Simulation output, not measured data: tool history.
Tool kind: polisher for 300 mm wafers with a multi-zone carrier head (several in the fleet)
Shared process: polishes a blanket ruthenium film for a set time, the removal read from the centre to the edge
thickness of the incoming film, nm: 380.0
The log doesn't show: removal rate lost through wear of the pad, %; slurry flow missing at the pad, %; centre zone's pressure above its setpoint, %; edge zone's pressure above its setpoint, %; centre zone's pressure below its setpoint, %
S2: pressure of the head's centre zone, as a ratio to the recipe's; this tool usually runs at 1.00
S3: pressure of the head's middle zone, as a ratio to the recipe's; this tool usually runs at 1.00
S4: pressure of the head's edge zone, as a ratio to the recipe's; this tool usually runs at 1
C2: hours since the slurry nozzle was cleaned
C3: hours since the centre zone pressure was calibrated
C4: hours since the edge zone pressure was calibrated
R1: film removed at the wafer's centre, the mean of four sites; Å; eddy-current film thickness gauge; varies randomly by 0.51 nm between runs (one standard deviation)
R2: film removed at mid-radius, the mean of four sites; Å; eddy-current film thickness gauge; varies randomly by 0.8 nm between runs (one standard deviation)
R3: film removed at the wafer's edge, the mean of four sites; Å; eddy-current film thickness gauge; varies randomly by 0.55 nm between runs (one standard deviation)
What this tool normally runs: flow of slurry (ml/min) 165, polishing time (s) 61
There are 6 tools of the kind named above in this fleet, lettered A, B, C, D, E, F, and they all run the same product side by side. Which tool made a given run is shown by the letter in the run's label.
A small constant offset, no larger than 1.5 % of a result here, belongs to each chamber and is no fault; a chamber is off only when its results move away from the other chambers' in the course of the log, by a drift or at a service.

Run 1C, hour 4.0: usual settings; wafers polished on this pad 1461; C2 126.9; C3 1100.9; C4 172.1. Result: R1 620.86 Å, R2 611.08 Å, R3 609.69 Å.
Run 2B, hour 11.2: usual settings; wafers polished on this pad 263; C2 456.7; C3 258.9; C4 1284.9. Result: R1 617.97 Å, R2 630.48 Å, R3 618.32 Å.
At hour 15.5: chamber C: worn pad replaced by a new one.
Run 3D, hour 17.7: usual settings; wafers polished on this pad 631; C2 327.9; C3 940.3; C4 21.2. Result: R1 615.37 Å, R2 622.82 Å, R3 611.32 Å.
Run 4F, hour 21.7: usual settings; wafers polished on this pad 629; C2 683.6; C3 300.3; C4 186.9. Result: R1 613.73 Å, R2 617.83 Å, R3 623.09 Å.
Run 5A, hour 25.9: usual settings; wafers polished on this pad 835; C2 43.6; C3 161.0; C4 907.6. Result: R1 629.36 Å, R2 620.29 Å, R3 618.62 Å.
Run 6E, hour 29.9: usual settings; wafers polished on this pad 656; C2 66.9; C3 159.3; C4 836.4. Result: R1 618.13 Å, R2 639.85 Å, R3 637.00 Å.
At hour 33.5: chamber A: edge zone pressure recalibrated.
Run 7F, hour 34.5: usual settings; wafers polished on this pad 740; C2 696.4; C3 313.1; C4 199.7. Result: R1 611.63 Å, R2 610.50 Å, R3 613.80 Å.
At hour 36.9: chamber B: worn pad replaced by a new one.
Run 8E, hour 40.2: usual settings but S2 0.91; wafers polished on this pad 745; C2 77.2; C3 169.6; C4 846.7. Result: R1 553.68 Å, R2 628.21 Å, R3 631.36 Å.
At hour 41.6: chamber A: worn pad replaced by a new one.
At hour 41.9: chamber F: worn pad replaced by a new one.
At hour 42.1: chamber C: centre zone pressure recalibrated.
At hour 43.5: chamber E: worn pad replaced by a new one.
Run 9C, hour 47.4: usual settings but S2 0.91; wafers polished on this pad 276; C2 170.3; C3 5.3; C4 215.5. Result: R1 560.70 Å, R2 627.55 Å, R3 618.23 Å.
Run 10B, hour 53.5: usual settings but S2 0.91; wafers polished on this pad 143; C2 499.0; C3 301.2; C4 1327.2. Result: R1 556.67 Å, R2 635.95 Å, R3 617.31 Å.
Run 11D, hour 57.1: usual settings but S2 0.91; wafers polished on this pad 972; C2 367.3; C3 979.7; C4 60.6. Result: R1 552.04 Å, R2 620.04 Å, R3 615.33 Å.
Run 12A, hour 64.1: usual settings but S2 0.91; wafers polished on this pad 195; C2 81.8; C3 199.2; C4 30.7. Result: R1 560.80 Å, R2 609.46 Å, R3 622.04 Å.
At hour 67.6: chamber B: slurry nozzle cleaned.
Run 13D, hour 71.4: usual settings but S2 0.91; wafers polished on this pad 1096; C2 381.6; C3 994.0; C4 74.9. Result: R1 559.22 Å, R2 634.60 Å, R3 617.33 Å.
At hour 74.1: chamber D: worn pad replaced by a new one.
Run 14A, hour 75.4: usual settings but flow of slurry (ml/min) 205, S2 1.04; wafers polished on this pad 292; C2 93.1; C3 210.5; C4 42.0. Result: R1 693.60 Å, R2 645.56 Å, R3 645.29 Å.
Run 15F, hour 80.2: usual settings but flow of slurry (ml/min) 205, S2 1.04; wafers polished on this pad 331; C2 742.1; C3 358.8; C4 245.4. Result: R1 670.20 Å, R2 637.66 Å, R3 634.52 Å.
Run 16B, hour 83.8: usual settings but flow of slurry (ml/min) 205, S2 1.04; wafers polished on this pad 405; C2 16.3; C3 331.5; C4 1357.5. Result: R1 678.81 Å, R2 665.67 Å, R3 641.09 Å.
Run 17C, hour 90.2: usual settings but flow of slurry (ml/min) 205, S2 1.04; wafers polished on this pad 646; C2 213.1; C3 48.1; C4 258.3. Result: R1 678.58 Å, R2 641.04 Å, R3 631.38 Å.
Run 18E, hour 96.4: usual settings but flow of slurry (ml/min) 205, S2 1.04; wafers polished on this pad 457; C2 133.4; C3 225.8; C4 902.9. Result: R1 657.87 Å, R2 656.47 Å, R3 654.14 Å.
Run 19D, hour 101.1: usual settings but flow of slurry (ml/min) 205, S2 1.04; wafers polished on this pad 233; C2 411.3; C3 1023.7; C4 104.6. Result: R1 671.34 Å, R2 663.83 Å, R3 642.13 Å.
At hour 105.8: chamber B: worn pad replaced by a new one.
Run 20E, hour 107.0: usual settings; wafers polished on this pad 549; C2 144.0; C3 236.4; C4 913.5. Result: R1 616.89 Å, R2 633.37 Å, R3 636.40 Å.
At hour 111.0: chamber F: worn pad replaced by a new one.
Run 21B, hour 114.1: usual settings; wafers polished on this pad 71; C2 46.6; C3 361.8; C4 1387.8. Result: R1 627.16 Å, R2 623.38 Å, R3 620.73 Å.
At hour 115.6: chamber E: edge zone pressure recalibrated.
Run 22A, hour 118.0: usual settings; wafers polished on this pad 660; C2 135.7; C3 253.1; C4 84.6. Result: R1 625.68 Å, R2 610.15 Å, R3 630.06 Å.
At hour 118.7: chamber D: centre zone pressure recalibrated.
At hour 119.8: chamber F: centre zone pressure recalibrated.
Run 23C, hour 122.1: usual settings; wafers polished on this pad 922; C2 245.0; C3 80.0; C4 290.2. Result: R1 615.42 Å, R2 631.76 Å, R3 610.95 Å.
Run 24F, hour 126.5: usual settings; wafers polished on this pad 134; C2 788.4; C3 6.7; C4 291.7. Result: R1 585.72 Å, R2 607.37 Å, R3 618.51 Å.
At hour 132.6: chamber A: worn pad replaced by a new one.
Run 25F, hour 133.0: usual settings; wafers polished on this pad 190; C2 794.9; C3 13.2; C4 298.2. Result: R1 582.62 Å, R2 624.72 Å, R3 606.92 Å.
At hour 133.2: chamber F: edge zone pressure recalibrated.
Run 26E, hour 138.2: usual settings; wafers polished on this pad 819; C2 175.2; C3 267.6; C4 22.7. Result: R1 615.33 Å, R2 634.24 Å, R3 625.17 Å.
Run 27D, hour 146.1: usual settings; wafers polished on this pad 622; C2 456.3; C3 27.4; C4 149.6. Result: R1 615.70 Å, R2 624.42 Å, R3 624.77 Å.
At hour 149.3: chamber E: worn pad replaced by a new one.
Run 28A, hour 151.3: usual settings; wafers polished on this pad 162; C2 169.0; C3 286.4; C4 117.9. Result: R1 632.68 Å, R2 616.24 Å, R3 629.15 Å.
Run 29B, hour 155.7: usual settings; wafers polished on this pad 431; C2 88.2; C3 403.4; C4 1429.4. Result: R1 614.40 Å, R2 620.63 Å, R3 613.93 Å.
Run 30C, hour 160.9: usual settings; wafers polished on this pad 1257; C2 283.8; C3 118.8; C4 329.0. Result: R1 621.89 Å, R2 618.60 Å, R3 604.03 Å.
At hour 164.1: chamber B: worn pad replaced by a new one.
Run 31D, hour 165.6: usual settings; wafers polished on this pad 791; C2 475.8; C3 46.9; C4 169.1. Result: R1 626.19 Å, R2 634.79 Å, R3 627.16 Å.
Run 32B, hour 169.4: usual settings but S3 0.94; wafers polished on this pad 46; C2 101.9; C3 417.1; C4 1443.1. Result: R1 629.22 Å, R2 577.67 Å, R3 616.58 Å.
At hour 170.2: chamber C: edge zone pressure recalibrated.
Run 33E, hour 173.0: usual settings but S3 0.94; wafers polished on this pad 204; C2 210.0; C3 302.4; C4 57.5. Result: R1 613.96 Å, R2 604.38 Å, R3 627.64 Å.
Run 34F, hour 179.3: usual settings but S3 0.94; wafers polished on this pad 590; C2 841.2; C3 59.5; C4 46.2. Result: R1 573.14 Å, R2 588.67 Å, R3 624.12 Å.
At hour 180.3: chamber F: worn pad replaced by a new one.
At hour 181.7: chamber C: worn pad replaced by a new one.
Run 35A, hour 184.0: usual settings but S3 0.94; wafers polished on this pad 445; C2 201.7; C3 319.1; C4 150.6. Result: R1 625.47 Å, R2 574.82 Å, R3 629.93 Å.
Run 36C, hour 188.2: usual settings but S3 0.94; wafers polished on this pad 56; C2 311.1; C3 146.1; C4 18.0. Result: R1 609.50 Å, R2 584.15 Å, R3 612.55 Å.
Run 37E, hour 192.0: usual settings but S3 0.94; wafers polished on this pad 369; C2 229.0; C3 321.4; C4 76.5. Result: R1 618.82 Å, R2 599.40 Å, R3 629.36 Å.
At hour 196.0: chamber D: worn pad replaced by a new one.
Run 38C, hour 196.2: usual settings; wafers polished on this pad 125; C2 319.1; C3 154.1; C4 26.0. Result: R1 624.32 Å, R2 611.58 Å, R3 614.55 Å.
At hour 200.9: chamber F: slurry nozzle cleaned.
Run 39D, hour 201.8: usual settings but flow of slurry (ml/min) 200; wafers polished on this pad 50; C2 512.0; C3 83.1; C4 205.3. Result: R1 640.97 Å, R2 644.61 Å, R3 639.56 Å.
Run 40B, hour 208.4: usual settings but flow of slurry (ml/min) 200; wafers polished on this pad 383; C2 140.9; C3 456.1; C4 1482.1. Result: R1 653.82 Å, R2 653.82 Å, R3 646.46 Å.
Run 41F, hour 215.2: usual settings but flow of slurry (ml/min) 200; wafers polished on this pad 302; C2 14.4; C3 95.4; C4 82.1. Result: R1 607.51 Å, R2 638.85 Å, R3 634.34 Å.

One chamber off, gauge drift, or nothing amiss beyond the chambers' own small offsets? If it is a chamber, which one, and what is the likeliest cause?

A service left chamber F off against the others.
Likeliest cause: centre zone's pressure below its setpoint, % = 4.97.

Here are 4 candidates for chamber F's next run, each the usual settings with a change, their results left as question marks. Which one brings its results back in line with what the others give on the usual settings?
Counts as in line when no further than this from what the other chambers average on the usual settings: R1 18.00 Å; R2 28.00 Å; R3 19.00 Å
Run 42F-1, hour 220.9: usual settings but flow of slurry (ml/min) 170, S2 1.04, S4 0.98, polishing time (s) 62. Result: R1 ?, R2 ?, R3 ?.
Run 42F-2, hour 220.9: usual settings but S2 0.99. Result: R1 ?, R2 ?, R3 ?.
Run 42F-3, hour 220.9: usual settings but S2 1.01. Result: R1 ?, R2 ?, R3 ?.
Run 42F-4, hour 220.9: usual settings but flow of slurry (ml/min) 160, S2 0.96, S4 1.02, polishing time (s) 60. Result: R1 ?, R2 ?, R3 ?.

Average result of the remaining chambers running the usual settings: R1 622.47 Å; R2 623.25 Å; R3 622.24 Å
  run      R1      R2      R3
42F-1  622.24  624.93  627.28
42F-2  576.10  611.81  621.36
42F-3  589.12  611.74  621.36
42F-4  544.07  598.55  615.10
The right change is 42F-1: it brings the chamber back within the allowed miss of the others.
